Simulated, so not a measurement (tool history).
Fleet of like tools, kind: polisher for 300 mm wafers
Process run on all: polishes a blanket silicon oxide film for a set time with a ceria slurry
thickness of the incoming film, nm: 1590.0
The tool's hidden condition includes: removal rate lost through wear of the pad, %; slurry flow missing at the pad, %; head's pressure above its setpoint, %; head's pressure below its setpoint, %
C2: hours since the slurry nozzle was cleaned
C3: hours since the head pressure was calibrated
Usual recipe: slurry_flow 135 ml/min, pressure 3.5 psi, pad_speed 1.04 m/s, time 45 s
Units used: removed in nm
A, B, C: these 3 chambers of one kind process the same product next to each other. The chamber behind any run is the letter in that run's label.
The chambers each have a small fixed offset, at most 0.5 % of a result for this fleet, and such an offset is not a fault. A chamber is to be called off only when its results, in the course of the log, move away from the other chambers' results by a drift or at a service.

Run 1B, day 0.333: usual settings; wafers polished on this pad 701; C2 524.9; C3 127.6. Result: removed 198.29 nm.
At day 0.500: chamber B: worn pad replaced by a new one.
Run 2A, day 0.512: usual settings; wafers polished on this pad 570; C2 19.5; C3 600.1. Result: removed 202.13 nm.
Run 3C, day 0.721: usual settings; wafers polished on this pad 411; C2 298.1; C3 1211.4. Result: removed 203.35 nm.
Run 4B, day 0.896: usual settings; wafers polished on this pad 82; C2 538.4; C3 141.1. Result: removed 199.81 nm.
Run 5A, day 1.246: usual settings but time 34 s; wafers polished on this pad 724; C2 37.1; C3 617.7. Result: removed 151.90 nm.
At day 1.267: chamber C: head pressure recalibrated.
At day 1.304: chamber B: slurry nozzle cleaned.
Run 6C, day 1.471: usual settings but time 34 s; wafers polished on this pad 568; C2 316.1; C3 5.0. Result: removed 148.87 nm.
Run 7A, day 1.662: usual settings but time 34 s; wafers polished on this pad 811; C2 47.1; C3 627.7. Result: removed 150.74 nm.
Run 8C, day 2.012: usual settings; wafers polished on this pad 682; C2 329.1; C3 18.0. Result: removed 196.70 nm.
Run 9B, day 2.188: usual settings; wafers polished on this pad 353; C2 21.3; C3 172.1. Result: removed 200.72 nm.
Run 10A, day 2.500: usual settings; wafers polished on this pad 987; C2 67.2; C3 647.8. Result: removed 199.06 nm.
At day 2.517: chamber A: worn pad replaced by a new one.
Run 11B, day 2.796: usual settings; wafers polished on this pad 481; C2 35.9; C3 186.7. Result: removed 198.65 nm.
Run 12C, day 3.112: usual settings; wafers polished on this pad 912; C2 355.5; C3 44.4. Result: removed 193.49 nm.
Run 13A, day 3.492: usual settings; wafers polished on this pad 204; C2 91.0; C3 671.6. Result: removed 199.29 nm.
Run 14C, day 3.842: usual settings; wafers polished on this pad 1065; C2 373.0; C3 61.9. Result: removed 192.26 nm.
Run 15B, day 4.142: usual settings; wafers polished on this pad 763; C2 68.2; C3 219.0. Result: removed 202.44 nm.
At day 4.179: chamber B: worn pad replaced by a new one.
Run 16A, day 4.317: usual settings; wafers polished on this pad 377; C2 110.8; C3 691.4. Result: removed 201.04 nm.
Run 17B, day 4.571: usual settings; wafers polished on this pad 82; C2 78.5; C3 229.3. Result: removed 203.32 nm.
Run 18C, day 4.842: usual settings; wafers polished on this pad 1275; C2 397.0; C3 85.9. Result: removed 192.43 nm.
Run 19B, day 5.017: usual settings; wafers polished on this pad 175; C2 89.2; C3 240.0. Result: removed 202.29 nm.
Run 20A, day 5.254: usual settings; wafers polished on this pad 573; C2 133.3; C3 713.9. Result: removed 202.86 nm.
Run 21C, day 5.600: usual settings; wafers polished on this pad 1433; C2 415.2; C3 104.1. Result: removed 189.63 nm.
Run 22A, day 5.812: usual settings; wafers polished on this pad 690; C2 146.7; C3 727.3. Result: removed 200.79 nm.
Run 23C, day 6.158: usual settings; wafers polished on this pad 1550; C2 428.6; C3 117.5. Result: removed 190.11 nm.
Run 24B, day 6.475: usual settings; wafers polished on this pad 481; C2 124.2; C3 275.0. Result: removed 201.99 nm.
Run 25C, day 6.717: usual settings; wafers polished on this pad 1667; C2 442.0; C3 130.9. Result: removed 189.67 nm.
Run 26A, day 6.929: usual settings; wafers polished on this pad 924; C2 173.5; C3 754.1. Result: removed 202.25 nm.
Run 27B, day 7.271: usual settings; wafers polished on this pad 648; C2 143.3; C3 294.1. Result: removed 202.85 nm.
Run 28A, day 7.521: usual settings; wafers polished on this pad 1048; C2 187.7; C3 768.3. Result: removed 200.65 nm.
At day 7.538: chamber A: worn pad replaced by a new one.
At day 7.558: chamber B: worn pad replaced by a new one.
Run 29B, day 7.796: usual settings; wafers polished on this pad 50; C2 155.9; C3 306.7. Result: removed 204.50 nm.
Run 30C, day 8.096: usual settings; wafers polished on this pad 1956; C2 475.1; C3 164.0. Result: removed 185.34 nm.
Run 31A, day 8.358: usual settings; wafers polished on this pad 172; C2 207.8; C3 788.4. Result: removed 202.86 nm.
Run 32B, day 8.575: usual settings; wafers polished on this pad 213; C2 174.6; C3 325.4. Result: removed 205.08 nm.
Run 33C, day 8.767: usual settings; wafers polished on this pad 2097; C2 491.2; C3 180.1. Result: removed 185.59 nm.

For the next run the whole fleet of 3 chambers uses the same settings. Give each chamber's results:
Run 34A, day 9.042: usual settings but pad_speed 1.26 m/s. Result: removed ?.
Run 34B, day 9.042: usual settings but pad_speed 1.26 m/s. Result: removed ?.
Run 34C, day 9.042: usual settings but pad_speed 1.26 m/s. Result: removed ?.

run  removed
34A   243.09
34B   243.99
34C   225.17

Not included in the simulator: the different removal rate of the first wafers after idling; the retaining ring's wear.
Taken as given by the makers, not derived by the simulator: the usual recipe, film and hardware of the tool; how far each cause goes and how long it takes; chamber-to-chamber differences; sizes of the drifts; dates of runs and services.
